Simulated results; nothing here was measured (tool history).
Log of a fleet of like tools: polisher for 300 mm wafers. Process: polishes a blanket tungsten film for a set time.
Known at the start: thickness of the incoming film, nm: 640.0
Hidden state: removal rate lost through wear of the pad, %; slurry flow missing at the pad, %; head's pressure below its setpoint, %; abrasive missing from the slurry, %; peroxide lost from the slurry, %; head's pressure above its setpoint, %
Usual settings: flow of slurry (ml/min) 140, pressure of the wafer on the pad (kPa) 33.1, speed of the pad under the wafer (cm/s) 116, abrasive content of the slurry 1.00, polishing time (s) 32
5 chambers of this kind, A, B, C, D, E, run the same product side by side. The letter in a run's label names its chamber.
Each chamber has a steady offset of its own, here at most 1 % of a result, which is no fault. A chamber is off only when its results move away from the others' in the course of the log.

| run | hour | flow of slurry (ml/min) | pressure of the wafer on the pad (kPa) | speed of the pad under the wafer (cm/s) | abrasive content of the slurry | polishing time (s) | wafers polished on this pad | hours since the slurry nozzle was cleaned | hours since the head pressure was calibrated | hours since the slurry blender was calibrated | hours since the slurry got fresh peroxide | film removed (Å) |
|---|---|---|---|---|---|---|---|---|---|---|---|---|
|  | 5.9 | chamber A: slurry blender recalibrated |
| 1B | 10.9 | 140 | 33.1 | 116 | 1.00 | 32 | 467 | 314.4 | 72.0 | 21.2 | 53.0 | 1963.1 |
|  | 15.8 | chamber C: worn pad replaced by a new one |
| 2E | 18.4 | 140 | 33.1 | 116 | 1.00 | 32 | 384 | 645.7 | 120.5 | 105.5 | 115.4 | 1900.3 |
| 3A | 26.7 | 140 | 33.1 | 116 | 1.00 | 32 | 860 | 299.7 | 140.3 | 20.9 | 132.0 | 2025.1 |
|  | 27.1 | chamber D: worn pad replaced by a new one |
|  | 29.1 | chamber E: slurry nozzle cleaned |
| 4C | 35.5 | 140 | 33.1 | 116 | 1.00 | 32 | 292 | 36.4 | 586.3 | 437.2 | 124.2 | 1975.5 |
|  | 40.5 | chamber B: slurry nozzle cleaned |
| 5D | 46.9 | 140 | 33.1 | 116 | 1.00 | 32 | 294 | 301.4 | 245.0 | 264.0 | 54.9 | 2019.7 |
|  | 47.7 | chamber A: worn pad replaced by a new one |
| 6E | 58.6 | 140 | 33.1 | 116 | 1.00 | 32 | 979 | 29.5 | 160.7 | 145.7 | 155.6 | 1941.0 |
|  | 62.6 | chamber B: worn pad replaced by a new one |
|  | 63.6 | chamber E: worn pad replaced by a new one |
|  | 65.9 | chamber C: slurry blender recalibrated |
| 7C | 67.2 | 140 | 33.1 | 88 | 1.00 | 43 | 761 | 68.1 | 618.0 | 1.3 | 155.9 | 2002.3 |
| 8A | 78.4 | 140 | 33.1 | 88 | 1.00 | 43 | 455 | 351.4 | 192.0 | 72.6 | 183.7 | 2027.8 |
|  | 81.9 | chamber E: slurry blender recalibrated |
|  | 85.1 | chamber D: slurry tank refilled with fresh slurry and peroxide |
|  | 86.9 | chamber B: slurry tank refilled with fresh slurry and peroxide |
| 9B | 87.5 | 140 | 33.1 | 88 | 1.00 | 43 | 368 | 47.0 | 148.6 | 97.8 | 0.7 | 1984.3 |
| 10D | 96.6 | 140 | 33.1 | 88 | 1.00 | 43 | 1030 | 351.1 | 294.7 | 313.7 | 11.6 | 1948.2 |
|  | 99.8 | chamber C: head pressure recalibrated |
|  | 101.0 | chamber C: slurry tank refilled with fresh slurry and peroxide |
|  | 103.1 | chamber E: slurry tank refilled with fresh slurry and peroxide |
| 11C | 104.2 | 140 | 33.1 | 88 | 1.00 | 43 | 1309 | 105.1 | 4.4 | 38.3 | 3.2 | 2044.6 |
|  | 107.2 | chamber C: worn pad replaced by a new one |
| 12E | 109.9 | 140 | 33.1 | 116 | 1.00 | 32 | 686 | 80.8 | 212.0 | 28.1 | 6.9 | 1969.0 |
|  | 116.5 | chamber A: slurry tank refilled with fresh slurry and peroxide |
| 13D | 116.8 | 140 | 33.1 | 116 | 1.00 | 32 | 1329 | 371.3 | 314.9 | 333.9 | 31.8 | 1885.8 |
|  | 120.1 | chamber D: worn pad replaced by a new one |
| 14B | 126.3 | 140 | 33.1 | 116 | 1.00 | 32 | 943 | 85.8 | 187.4 | 136.6 | 39.5 | 1986.1 |
| 15A | 135.5 | 140 | 33.1 | 116 | 1.00 | 32 | 1300 | 408.5 | 249.1 | 129.7 | 19.0 | 1928.9 |
|  | 138.5 | chamber A: worn pad replaced by a new one |
|  | 141.4 | chamber D: slurry nozzle cleaned |
|  | 141.5 | chamber E: worn pad replaced by a new one |
|  | 147.4 | chamber D: slurry blender recalibrated |
| 16C | 148.0 | 140 | 33.1 | 116 | 1.00 | 32 | 605 | 148.9 | 48.2 | 82.1 | 47.0 | 1966.4 |
|  | 154.0 | chamber B: worn pad replaced by a new one |
| 17D | 159.3 | 140 | 33.1 | 116 | 1.00 | 32 | 581 | 18.0 | 357.4 | 12.0 | 74.3 | 1976.2 |
| 18A | 168.8 | 140 | 33.1 | 116 | 1.00 | 32 | 449 | 441.8 | 282.4 | 163.0 | 52.3 | 1941.3 |
|  | 175.8 | chamber A: slurry blender recalibrated |
|  | 176.2 | chamber D: slurry tank refilled with fresh slurry and peroxide |
| 19B | 179.0 | 140 | 33.1 | 116 | 1.00 | 32 | 371 | 138.5 | 240.1 | 189.3 | 92.2 | 1926.6 |
|  | 184.4 | chamber D: head pressure recalibrated |
| 20E | 185.7 | 140 | 33.1 | 116 | 1.00 | 32 | 655 | 156.6 | 287.8 | 103.9 | 82.7 | 1947.4 |
| 21E | 197.5 | 140 | 33.1 | 116 | 1.00 | 32 | 829 | 168.4 | 299.6 | 115.7 | 94.5 | 2002.1 |
|  | 200.6 | chamber D: worn pad replaced by a new one |
|  | 201.5 | chamber C: worn pad replaced by a new one |
|  | 203.1 | chamber A: slurry nozzle cleaned |
| 22A | 203.3 | 140 | 33.1 | 116 | 1.00 | 32 | 960 | 0.2 | 316.9 | 27.6 | 86.8 | 1933.8 |
|  | 203.5 | chamber B: slurry tank refilled with fresh slurry and peroxide |
| 23B | 211.4 | 140 | 33.1 | 116 | 1.00 | 32 | 850 | 170.9 | 272.5 | 221.7 | 7.9 | 2021.2 |
| 24D | 219.5 | 140 | 33.1 | 116 | 1.00 | 32 | 280 | 78.2 | 35.1 | 72.2 | 43.4 | 2166.9 |
|  | 227.5 | chamber A: worn pad replaced by a new one |
|  | 229.1 | chamber B: worn pad replaced by a new one |
|  | 231.3 | chamber E: worn pad replaced by a new one |
| 25C | 231.5 | 140 | 33.1 | 116 | 1.00 | 32 | 444 | 232.4 | 131.7 | 165.6 | 130.5 | 1940.0 |
|  | 237.9 | chamber E: head pressure recalibrated |
| 26D | 242.1 | 140 | 33.1 | 100 | 1.25 | 32 | 615 | 100.8 | 57.7 | 94.8 | 66.0 | 1951.5 |
|  | 244.8 | chamber E: slurry blender recalibrated |
|  | 248.5 | chamber B: slurry blender recalibrated |
| 27B | 252.5 | 140 | 33.1 | 100 | 1.25 | 32 | 347 | 212.0 | 313.6 | 4.0 | 49.0 | 1821.7 |
|  | 254.2 | chamber D: slurry tank refilled with fresh slurry and peroxide |
| 28A | 262.1 | 140 | 33.1 | 100 | 1.25 | 32 | 512 | 59.0 | 375.7 | 86.4 | 145.6 | 1814.1 |
| 29C | 273.9 | 140 | 33.1 | 100 | 1.25 | 32 | 1072 | 274.8 | 174.1 | 208.0 | 172.9 | 1777.7 |
|  | 274.7 | chamber C: slurry tank refilled with fresh slurry and peroxide |
|  | 279.6 | chamber D: worn pad replaced by a new one |
|  | 282.6 | chamber E: slurry tank refilled with fresh slurry and peroxide |
| 30E | 284.1 | 140 | 33.1 | 100 | 1.25 | 32 | 782 | 255.0 | 46.2 | 39.4 | 1.6 | 1791.7 |
|  | 285.7 | chamber C: worn pad replaced by a new one |
| 31A | 296.6 | 140 | 33.1 | 116 | 1.00 | 32 | 1023 | 93.5 | 410.2 | 120.9 | 180.1 | 1984.4 |
| 32C | 304.7 | 140 | 33.1 | 116 | 1.00 | 32 | 281 | 305.6 | 204.9 | 238.8 | 30.0 | 1934.1 |
|  | 306.3 | chamber A: worn pad replaced by a new one |
|  | 312.6 | chamber B: worn pad replaced by a new one |
| 33E | 316.7 | 140 | 33.1 | 116 | 1.00 | 32 | 1265 | 287.6 | 78.8 | 72.0 | 34.2 | 1954.1 |
|  | 320.5 | chamber E: worn pad replaced by a new one |
| 34D | 322.9 | 140 | 33.1 | 116 | 1.00 | 32 | 641 | 181.6 | 138.5 | 175.6 | 68.7 | 2160.6 |
|  | 329.7 | chamber B: slurry tank refilled with fresh slurry and peroxide |
| 35B | 330.1 | 140 | 33.1 | 116 | 1.00 | 32 | 259 | 289.6 | 391.2 | 81.6 | 0.5 | 1940.4 |
|  | 333.9 | chamber A: slurry tank refilled with fresh slurry and peroxide |
|  | 342.4 | chamber A: slurry blender recalibrated |
| 36E | 342.5 | 140 | 33.1 | 140 | 0.90 | 32 | 326 | 313.4 | 104.6 | 97.8 | 60.0 | 2367.6 |
|  | 342.7 | chamber D: slurry tank refilled with fresh slurry and peroxide |
| 37D | 351.4 | 140 | 33.1 | 140 | 0.90 | 32 | 1063 | 210.1 | 167.0 | 204.1 | 8.7 | 2582.0 |
| 38B | 362.7 | 140 | 33.1 | 140 | 0.90 | 32 | 742 | 322.2 | 423.8 | 114.2 | 33.1 | 2326.8 |
| 39A | 370.0 | 140 | 33.1 | 140 | 0.90 | 32 | 943 | 166.9 | 483.6 | 27.7 | 36.1 | 2298.7 |
|  | 370.1 | chamber D: worn pad replaced by a new one |
|  | 373.2 | chamber C: worn pad replaced by a new one |
| 40C | 377.2 | 140 | 33.1 | 140 | 0.90 | 32 | 60 | 378.1 | 277.4 | 311.3 | 102.5 | 2260.1 |
| 41A | 387.8 | 140 | 33.1 | 116 | 1.00 | 32 | 1207 | 184.7 | 501.4 | 45.5 | 53.9 | 1924.7 |
| 42D | 395.2 | 140 | 33.1 | 116 | 1.00 | 32 | 373 | 253.9 | 210.8 | 247.9 | 52.5 | 2155.2 |
|  | 396.1 | chamber E: worn pad replaced by a new one |
| 43E | 401.1 | 140 | 33.1 | 116 | 1.00 | 32 | 74 | 372.0 | 163.2 | 156.4 | 118.6 | 1973.7 |
| 44C | 411.0 | 140 | 33.1 | 116 | 1.00 | 32 | 561 | 411.9 | 311.2 | 345.1 | 136.3 | 1938.4 |

Is one chamber off against the others, does the gauge drift, or is nothing wrong? If a chamber is off, say which, and what the likeliest cause is.

A service left chamber D off against the others.
Cause: head's pressure above its setpoint, % = 11.3.

Here are 4 candidates for chamber D's next run, each the usual settings with a change, their results left as question marks. Which one brings its results back in line with what the others give on the usual settings?
In line means no further than this from the other chambers' mean on the usual settings: film removed (Å) 87.0
| 45D-1 | 420.0 | 140 | 30.3 | 106 | 1.00 | 32 |  |  |  |  |  | ? |
| 45D-2 | 420.0 | 140 | 31.7 | 116 | 1.00 | 30 |  |  |  |  |  | ? |
| 45D-3 | 420.0 | 140 | 34.5 | 120 | 1.00 | 33 |  |  |  |  |  | ? |
| 45D-4 | 420.0 | 140 | 38.6 | 116 | 1.05 | 32 |  |  |  |  |  | ? |

The other chambers' mean on the usual settings: film removed (Å) 1952.4
| run | film removed (Å) |
|---|---|
| 45D-1 | 1796.4 |
| 45D-2 | 1930.5 |
| 45D-3 | 2391.4 |
| 45D-4 | 2541.6 |
45D-2 brings the chamber back in line.
